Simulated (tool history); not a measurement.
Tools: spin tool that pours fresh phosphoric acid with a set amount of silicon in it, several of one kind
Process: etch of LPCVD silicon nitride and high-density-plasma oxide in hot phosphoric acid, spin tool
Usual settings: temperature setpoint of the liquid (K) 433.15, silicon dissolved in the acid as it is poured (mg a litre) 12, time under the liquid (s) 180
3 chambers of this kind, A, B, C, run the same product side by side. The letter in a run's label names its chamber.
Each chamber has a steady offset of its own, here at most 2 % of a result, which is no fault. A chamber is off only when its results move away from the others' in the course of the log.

| run | hour | temperature setpoint of the liquid (K) | silicon dissolved in the acid as it is poured (mg a litre) | time under the liquid (s) | read-back film thickness of the LPCVD silicon nitride reference wafer, read on the same gauge (nm) | read-back film thickness of the high-density-plasma oxide reference wafer, read on the same gauge (nm) | thickness taken off the LPCVD silicon nitride on a monitor wafer (nm) | thickness taken off the high-density-plasma oxide on a monitor wafer (nm) |
|---|---|---|---|---|---|---|---|---|
| 1B | 3.6 | 433.15 | 12 | 180 | 139.99 | 140 | 15.494 | 0.51851 |
| 2C | 5.7 | 433.15 | 12 | 180 | 140.05 | 139.97 | 15.282 | 0.51468 |
| 3A | 9.9 | 433.15 | 12 | 180 | 140 | 140.01 | 15.394 | 0.51588 |
| 4C | 12.4 | 433.15 | 12 | 180 | 140.01 | 139.98 | 15.425 | 0.48198 |
| 5A | 15.4 | 433.15 | 12 | 180 | 139.97 | 139.99 | 15.573 | 0.52488 |
|  | 17.3 | chamber B: thermometer replaced |
| 6B | 18.4 | 433.15 | 12 | 180 | 139.99 | 139.97 | 15.596 | 0.48422 |
| 7B | 20.9 | 433.15 | 12 | 180 | 140.01 | 140 | 15.597 | 0.48984 |
| 8A | 23 | 433.15 | 12 | 180 | 140 | 140.04 | 15.094 | 0.50792 |
| 9C | 25 | 433.15 | 12 | 180 | 140.03 | 140 | 15.323 | 0.47479 |
| 10A | 27.1 | 433.15 | 12 | 180 | 140 | 139.97 | 15.372 | 0.48595 |
| 11C | 29.3 | 433.15 | 12 | 180 | 139.94 | 139.97 | 15.225 | 0.50996 |
| 12B | 32.2 | 433.15 | 12 | 250 | 139.98 | 139.99 | 21.776 | 0.67315 |
| 13B | 36.5 | 433.15 | 12 | 250 | 139.98 | 140.01 | 20.924 | 0.7234 |
| 14C | 39.2 | 433.15 | 12 | 250 | 139.99 | 139.97 | 21.159 | 0.74162 |
| 15A | 42.8 | 433.15 | 12 | 180 | 139.96 | 140 | 15.405 | 0.50191 |
| 16C | 47 | 433.15 | 12 | 180 | 140 | 139.98 | 15.092 | 0.46067 |
| 17B | 51.1 | 433.15 | 12 | 180 | 139.99 | 139.98 | 15.383 | 0.49551 |
| 18A | 53.7 | 433.15 | 20.5 | 125 | 140.02 | 140 | 10.538 | 0.25481 |
| 19B | 55.6 | 433.15 | 20.5 | 125 | 140.04 | 140 | 10.684 | 0.26325 |
| 20C | 58.9 | 433.15 | 20.5 | 125 | 140.03 | 140.01 | 10.377 | 0.24046 |
| 21A | 61.1 | 433.15 | 12 | 180 | 140 | 139.98 | 15.566 | 0.47684 |
| 22B | 64 | 433.15 | 12 | 180 | 139.99 | 140.03 | 15.397 | 0.51204 |
| 23A | 66.2 | 433.15 | 12 | 180 | 140.03 | 140 | 15.537 | 0.43917 |
| 24C | 68.2 | 433.15 | 12 | 180 | 139.98 | 140.01 | 14.564 | 0.48846 |
| 25B | 72.2 | 433.15 | 12 | 220 | 140 | 139.98 | 18.506 | 0.6161 |
| 26C | 75.5 | 433.15 | 12 | 220 | 140.01 | 140.03 | 17.57 | 0.58305 |
| 27A | 77.7 | 433.15 | 12 | 220 | 140.02 | 140 | 18.728 | 0.58673 |
| 28A | 81.6 | 433.15 | 12 | 180 | 140.03 | 140.05 | 15.223 | 0.48903 |
| 29B | 85.6 | 433.15 | 12 | 180 | 139.98 | 140 | 15.24 | 0.51479 |
| 30C | 87.9 | 433.15 | 12 | 180 | 140.02 | 140.02 | 14.691 | 0.45371 |
| 31C | 91.3 | 433.15 | 16.5 | 240 | 139.95 | 139.98 | 19.559 | 0.48533 |
| 32A | 94.6 | 433.15 | 16.5 | 240 | 140.03 | 140.02 | 19.974 | 0.56508 |
| 33B | 96.9 | 433.15 | 16.5 | 240 | 140.03 | 140.03 | 20.503 | 0.59403 |
| 34A | 100.2 | 433.15 | 12 | 180 | 139.99 | 140.03 | 15.499 | 0.50829 |

All 3 chambers run these settings next. Forecast each chamber's results:
| 35A | 103.4 | 433.15 | 12 | 95 |  |  | ? | ? |
| 35B | 103.4 | 433.15 | 12 | 95 |  |  | ? | ? |
| 35C | 103.4 | 433.15 | 12 | 95 |  |  | ? | ? |

| run | thickness taken off the LPCVD silicon nitride on a monitor wafer (nm) | thickness taken off the high-density-plasma oxide on a monitor wafer (nm) |
|---|---|---|
| 35A | 8.0995 | 0.27128 |
| 35B | 8.1519 | 0.26486 |
| 35C | 7.3793 | 0.23009 |
